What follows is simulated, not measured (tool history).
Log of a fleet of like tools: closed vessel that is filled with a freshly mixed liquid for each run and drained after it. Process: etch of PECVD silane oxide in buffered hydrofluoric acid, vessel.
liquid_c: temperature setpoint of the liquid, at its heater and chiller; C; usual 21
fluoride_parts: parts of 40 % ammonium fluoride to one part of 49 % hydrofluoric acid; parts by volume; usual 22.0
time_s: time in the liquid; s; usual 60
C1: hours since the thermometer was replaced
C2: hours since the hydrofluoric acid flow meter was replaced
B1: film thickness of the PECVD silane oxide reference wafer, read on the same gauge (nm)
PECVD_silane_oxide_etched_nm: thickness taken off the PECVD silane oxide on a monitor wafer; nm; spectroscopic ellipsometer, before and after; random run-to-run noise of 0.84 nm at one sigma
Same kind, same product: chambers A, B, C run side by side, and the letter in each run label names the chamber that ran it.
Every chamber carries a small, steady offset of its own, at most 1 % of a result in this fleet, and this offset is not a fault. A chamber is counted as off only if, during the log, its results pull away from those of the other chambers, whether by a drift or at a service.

{"run": "1A", "hour": 5.0, "liquid_c": 21, "fluoride_parts": 22.0, "time_s": 60, "C1": 2577.8, "C2": 96.1, "B1": 50.007, "PECVD_silane_oxide_etched_nm": 115.74}
{"run": "2B", "hour": 8.2, "liquid_c": 21, "fluoride_parts": 22.0, "time_s": 60, "C1": 80.6, "C2": 150.9, "B1": 49.968, "PECVD_silane_oxide_etched_nm": 117.21}
{"run": "3C", "hour": 10.8, "liquid_c": 21, "fluoride_parts": 22.0, "time_s": 60, "C1": 463.4, "C2": 1403.6, "B1": 49.983, "PECVD_silane_oxide_etched_nm": 114.97}
{"run": "4C", "hour": 14.1, "liquid_c": 21, "fluoride_parts": 22.0, "time_s": 60, "C1": 466.7, "C2": 1406.9, "B1": 50.001, "PECVD_silane_oxide_etched_nm": 116.19}
{"run": "5A", "hour": 16.9, "liquid_c": 21, "fluoride_parts": 22.0, "time_s": 60, "C1": 2589.7, "C2": 108.0, "B1": 50.003, "PECVD_silane_oxide_etched_nm": 116.88}
{"run": "6B", "hour": 21.8, "liquid_c": 21, "fluoride_parts": 22.0, "time_s": 60, "C1": 94.2, "C2": 164.5, "B1": 50.035, "PECVD_silane_oxide_etched_nm": 116.6}
{"run": "7C", "hour": 24.8, "liquid_c": 21, "fluoride_parts": 22.0, "time_s": 60, "C1": 477.4, "C2": 1417.6, "B1": 50.02, "PECVD_silane_oxide_etched_nm": 115.18}
{"run": "8B", "hour": 28.6, "liquid_c": 21, "fluoride_parts": 22.0, "time_s": 60, "C1": 101.0, "C2": 171.3, "B1": 50.011, "PECVD_silane_oxide_etched_nm": 115.47}
{"run": "9A", "hour": 32.2, "liquid_c": 21, "fluoride_parts": 22.0, "time_s": 60, "C1": 2605.0, "C2": 123.3, "B1": 50.0, "PECVD_silane_oxide_etched_nm": 115.92}
{"run": "10C", "hour": 37.1, "liquid_c": 21, "fluoride_parts": 22.0, "time_s": 30, "C1": 489.7, "C2": 1429.9, "B1": 50.021, "PECVD_silane_oxide_etched_nm": 57.41}
{"run": "11B", "hour": 40.0, "liquid_c": 21, "fluoride_parts": 22.0, "time_s": 30, "C1": 112.4, "C2": 182.7, "B1": 50.003, "PECVD_silane_oxide_etched_nm": 57.642}
{"run": "12A", "hour": 42.8, "liquid_c": 21, "fluoride_parts": 22.0, "time_s": 30, "C1": 2615.6, "C2": 133.9, "B1": 49.993, "PECVD_silane_oxide_etched_nm": 57.723}
{"run": "13C", "hour": 46.8, "liquid_c": 21, "fluoride_parts": 22.0, "time_s": 60, "C1": 499.4, "C2": 1439.6, "B1": 49.996, "PECVD_silane_oxide_etched_nm": 117.8}
{"run": "14A", "hour": 49.5, "liquid_c": 21, "fluoride_parts": 22.0, "time_s": 60, "C1": 2622.3, "C2": 140.6, "B1": 49.998, "PECVD_silane_oxide_etched_nm": 115.25}
{"run": "15B", "hour": 52.4, "liquid_c": 21, "fluoride_parts": 22.0, "time_s": 60, "C1": 124.8, "C2": 195.1, "B1": 49.992, "PECVD_silane_oxide_etched_nm": 113.95}
{"run": "16C", "hour": 57.5, "liquid_c": 21, "fluoride_parts": 22.0, "time_s": 60, "C1": 510.1, "C2": 1450.3, "B1": 50.032, "PECVD_silane_oxide_etched_nm": 115.91}
{"run": "17B", "hour": 60.3, "liquid_c": 21, "fluoride_parts": 22.0, "time_s": 60, "C1": 132.7, "C2": 203.0, "B1": 49.989, "PECVD_silane_oxide_etched_nm": 114.95}
{"run": "18A", "hour": 63.0, "liquid_c": 21, "fluoride_parts": 22.0, "time_s": 60, "C1": 2635.8, "C2": 154.1, "B1": 50.004, "PECVD_silane_oxide_etched_nm": 116.65}
{"run": "19B", "hour": 65.2, "liquid_c": 21, "fluoride_parts": 22.0, "time_s": 60, "C1": 137.6, "C2": 207.9, "B1": 50.001, "PECVD_silane_oxide_etched_nm": 115.45}
{"run": "20C", "hour": 70.3, "liquid_c": 21, "fluoride_parts": 22.0, "time_s": 60, "C1": 522.9, "C2": 1463.1, "B1": 50.017, "PECVD_silane_oxide_etched_nm": 115.11}
{"run": "21A", "hour": 74.1, "liquid_c": 21, "fluoride_parts": 22.0, "time_s": 60, "C1": 2646.9, "C2": 165.2, "B1": 50.001, "PECVD_silane_oxide_etched_nm": 115.87}
{"run": "22B", "hour": 77.7, "liquid_c": 21, "fluoride_parts": 13.5, "time_s": 60, "C1": 150.1, "C2": 220.4, "B1": 50.014, "PECVD_silane_oxide_etched_nm": 182.82}
{"run": "23A", "hour": 81.9, "liquid_c": 21, "fluoride_parts": 13.5, "time_s": 60, "C1": 2654.7, "C2": 173.0, "B1": 50.014, "PECVD_silane_oxide_etched_nm": 184.19}
{"run": "24C", "hour": 84.2, "liquid_c": 21, "fluoride_parts": 13.5, "time_s": 60, "C1": 536.8, "C2": 1477.0, "B1": 50.015, "PECVD_silane_oxide_etched_nm": 179.55}
{"run": "25B", "hour": 88.5, "liquid_c": 21, "fluoride_parts": 22.0, "time_s": 60, "C1": 160.9, "C2": 231.2, "B1": 50.023, "PECVD_silane_oxide_etched_nm": 115.09}
{"run": "26A", "hour": 93.2, "liquid_c": 18, "fluoride_parts": 15.5, "time_s": 60, "C1": 2666.0, "C2": 184.3, "B1": 49.984, "PECVD_silane_oxide_etched_nm": 135.12}
{"run": "27C", "hour": 96.8, "liquid_c": 18, "fluoride_parts": 15.5, "time_s": 60, "C1": 549.4, "C2": 1489.6, "B1": 49.977, "PECVD_silane_oxide_etched_nm": 134.07}
{"run": "28C", "hour": 99.7, "liquid_c": 18, "fluoride_parts": 15.5, "time_s": 60, "C1": 552.3, "C2": 1492.5, "B1": 50.028, "PECVD_silane_oxide_etched_nm": 131.94}
{"run": "29A", "hour": 102.2, "liquid_c": 21, "fluoride_parts": 22.0, "time_s": 60, "C1": 2675.0, "C2": 193.3, "B1": 50.005, "PECVD_silane_oxide_etched_nm": 115.16}
{"run": "30B", "hour": 106.8, "liquid_c": 21, "fluoride_parts": 22.0, "time_s": 60, "C1": 179.2, "C2": 249.5, "B1": 50.016, "PECVD_silane_oxide_etched_nm": 116.11}
{"run": "31C", "hour": 109.2, "liquid_c": 21, "fluoride_parts": 22.0, "time_s": 85, "C1": 561.8, "C2": 1502.0, "B1": 50.003, "PECVD_silane_oxide_etched_nm": 162.45}
{"run": "32A", "hour": 113.2, "liquid_c": 21, "fluoride_parts": 22.0, "time_s": 85, "C1": 2686.0, "C2": 204.3, "B1": 50.026, "PECVD_silane_oxide_etched_nm": 161.46}
{"run": "33B", "hour": 118.1, "liquid_c": 21, "fluoride_parts": 22.0, "time_s": 85, "C1": 190.5, "C2": 260.8, "B1": 49.991, "PECVD_silane_oxide_etched_nm": 161.44}
{"run": "34B", "hour": 120.6, "liquid_c": 21, "fluoride_parts": 22.0, "time_s": 60, "C1": 193.0, "C2": 263.3, "B1": 49.977, "PECVD_silane_oxide_etched_nm": 115.5}
{"run": "35A", "hour": 124.0, "liquid_c": 25, "fluoride_parts": 22.0, "time_s": 60, "C1": 2696.8, "C2": 215.1, "B1": 49.989, "PECVD_silane_oxide_etched_nm": 144.12}
{"run": "36C", "hour": 126.3, "liquid_c": 25, "fluoride_parts": 22.0, "time_s": 60, "C1": 578.9, "C2": 1519.1, "B1": 50.009, "PECVD_silane_oxide_etched_nm": 144.59}
{"run": "37C", "hour": 129.8, "liquid_c": 25, "fluoride_parts": 22.0, "time_s": 60, "C1": 582.4, "C2": 1522.6, "B1": 49.992, "PECVD_silane_oxide_etched_nm": 145.1}
{"run": "38A", "hour": 134.5, "liquid_c": 21, "fluoride_parts": 22.0, "time_s": 60, "C1": 2707.3, "C2": 225.6, "B1": 50.004, "PECVD_silane_oxide_etched_nm": 115.87}
{"run": "39B", "hour": 138.6, "liquid_c": 21, "fluoride_parts": 22.0, "time_s": 60, "C1": 211.0, "C2": 281.3, "B1": 49.979, "PECVD_silane_oxide_etched_nm": 115.63}

The same settings go to every chamber for the next run, one line per chamber below. Forecast the results for each:
{"run": "40A", "hour": 142.3, "liquid_c": 21, "fluoride_parts": 22.0, "time_s": 60, "PECVD_silane_oxide_etched_nm": "?"}
{"run": "40B", "hour": 142.3, "liquid_c": 21, "fluoride_parts": 22.0, "time_s": 60, "PECVD_silane_oxide_etched_nm": "?"}
{"run": "40C", "hour": 142.3, "liquid_c": 21, "fluoride_parts": 22.0, "time_s": 60, "PECVD_silane_oxide_etched_nm": "?"}

run=40A PECVD_silane_oxide_etched_nm=116.520
run=40B PECVD_silane_oxide_etched_nm=114.050
run=40C PECVD_silane_oxide_etched_nm=115.910

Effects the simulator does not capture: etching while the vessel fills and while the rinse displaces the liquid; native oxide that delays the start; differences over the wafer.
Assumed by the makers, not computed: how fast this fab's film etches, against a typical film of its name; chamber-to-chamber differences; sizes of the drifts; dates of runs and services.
